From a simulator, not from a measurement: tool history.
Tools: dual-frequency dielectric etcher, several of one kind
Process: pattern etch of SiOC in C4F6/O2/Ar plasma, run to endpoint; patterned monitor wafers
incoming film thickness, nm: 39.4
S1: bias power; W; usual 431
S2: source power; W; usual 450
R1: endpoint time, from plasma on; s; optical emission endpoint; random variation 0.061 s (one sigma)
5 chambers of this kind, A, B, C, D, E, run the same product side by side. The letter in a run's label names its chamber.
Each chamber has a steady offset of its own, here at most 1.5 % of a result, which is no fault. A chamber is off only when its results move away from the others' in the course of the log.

{"hour": 1.6, "done": "chamber B: source power generator calibrated"}
{"run": "1E", "hour": 12.7, "S1": 431, "S2": 450, "R1": 13.463}
{"run": "2D", "hour": 23.9, "S1": 431, "S2": 450, "R1": 13.305}
{"run": "3C", "hour": 31.9, "S1": 431, "S2": 450, "R1": 13.458}
{"run": "4B", "hour": 40.0, "S1": 431, "S2": 450, "R1": 13.573}
{"run": "5A", "hour": 51.3, "S1": 431, "S2": 450, "R1": 13.476}
{"run": "6E", "hour": 63.8, "S1": 431, "S2": 450, "R1": 13.479}
{"run": "7B", "hour": 77.6, "S1": 431, "S2": 450, "R1": 13.605}
{"run": "8C", "hour": 90.3, "S1": 431, "S2": 450, "R1": 13.461}
{"run": "9D", "hour": 101.8, "S1": 360, "S2": 400, "R1": 15.093}
{"run": "10A", "hour": 110.1, "S1": 360, "S2": 400, "R1": 15.238}
{"run": "11C", "hour": 116.7, "S1": 360, "S2": 400, "R1": 15.053}
{"run": "12D", "hour": 123.3, "S1": 360, "S2": 400, "R1": 14.975}
{"hour": 127.3, "done": "chamber A: wet clean of the chamber"}
{"run": "13A", "hour": 132.8, "S1": 360, "S2": 400, "R1": 15.169}
{"run": "14E", "hour": 140.0, "S1": 431, "S2": 450, "R1": 13.556}
{"run": "15B", "hour": 148.0, "S1": 431, "S2": 450, "R1": 13.608}
{"run": "16A", "hour": 157.6, "S1": 431, "S2": 450, "R1": 13.531}
{"run": "17B", "hour": 168.1, "S1": 345, "S2": 550, "R1": 13.447}
{"run": "18C", "hour": 177.5, "S1": 345, "S2": 550, "R1": 13.431}
{"run": "19E", "hour": 191.0, "S1": 345, "S2": 550, "R1": 13.519}
{"run": "20D", "hour": 203.8, "S1": 345, "S2": 550, "R1": 13.601}
{"run": "21E", "hour": 215.4, "S1": 345, "S2": 550, "R1": 13.453}
{"run": "22C", "hour": 226.9, "S1": 431, "S2": 450, "R1": 13.411}
{"run": "23B", "hour": 235.9, "S1": 352, "S2": 450, "R1": 14.464}
{"run": "24A", "hour": 247.0, "S1": 352, "S2": 450, "R1": 14.725}
{"run": "25D", "hour": 254.0, "S1": 352, "S2": 450, "R1": 14.395}
{"run": "26B", "hour": 264.5, "S1": 352, "S2": 450, "R1": 14.49}
{"run": "27D", "hour": 277.1, "S1": 352, "S2": 450, "R1": 14.295}
{"run": "28E", "hour": 287.2, "S1": 431, "S2": 450, "R1": 13.475}
{"hour": 292.7, "done": "chamber D: wet clean of the chamber"}
{"run": "29C", "hour": 299.9, "S1": 431, "S2": 450, "R1": 13.416}
{"run": "30A", "hour": 307.7, "S1": 431, "S2": 450, "R1": 13.613}
{"run": "31E", "hour": 314.7, "S1": 431, "S2": 450, "R1": 13.558}
{"hour": 328.3, "done": "chamber B: bias power generator calibrated"}
{"run": "32A", "hour": 328.6, "S1": 431, "S2": 450, "R1": 13.613}
{"run": "33D", "hour": 336.9, "S1": 466, "S2": 340, "R1": 14.545}
{"run": "34B", "hour": 348.2, "S1": 466, "S2": 340, "R1": 14.611}
{"hour": 352.8, "done": "chamber C: source power generator calibrated"}
{"run": "35C", "hour": 355.4, "S1": 466, "S2": 340, "R1": 14.692}
{"run": "36B", "hour": 369.5, "S1": 466, "S2": 340, "R1": 14.614}
{"run": "37D", "hour": 383.3, "S1": 466, "S2": 340, "R1": 14.417}
{"run": "38A", "hour": 392.1, "S1": 431, "S2": 450, "R1": 13.589}
{"run": "39E", "hour": 400.1, "S1": 431, "S2": 450, "R1": 13.557}
{"run": "40C", "hour": 408.9, "S1": 431, "S2": 450, "R1": 13.42}
{"hour": 409.2, "done": "chamber B: wet clean of the chamber"}
{"run": "41A", "hour": 418.3, "S1": 431, "S2": 450, "R1": 13.467}
{"hour": 424.8, "done": "chamber E: wet clean of the chamber"}
{"run": "42E", "hour": 427.5, "S1": 530, "S2": 520, "R1": 11.959}
{"run": "43B", "hour": 433.9, "S1": 530, "S2": 520, "R1": 11.933}

Next, every chamber runs the same settings. What will each give?
{"run": "44A", "hour": 444.0, "S1": 431, "S2": 450, "R1": "?"}
{"run": "44B", "hour": 444.0, "S1": 431, "S2": 450, "R1": "?"}
{"run": "44C", "hour": 444.0, "S1": 431, "S2": 450, "R1": "?"}
{"run": "44D", "hour": 444.0, "S1": 431, "S2": 450, "R1": "?"}
{"run": "44E", "hour": 444.0, "S1": 431, "S2": 450, "R1": "?"}

run=44A R1=13.569
run=44B R1=13.587
run=44C R1=13.48
run=44D R1=13.507
run=44E R1=13.394
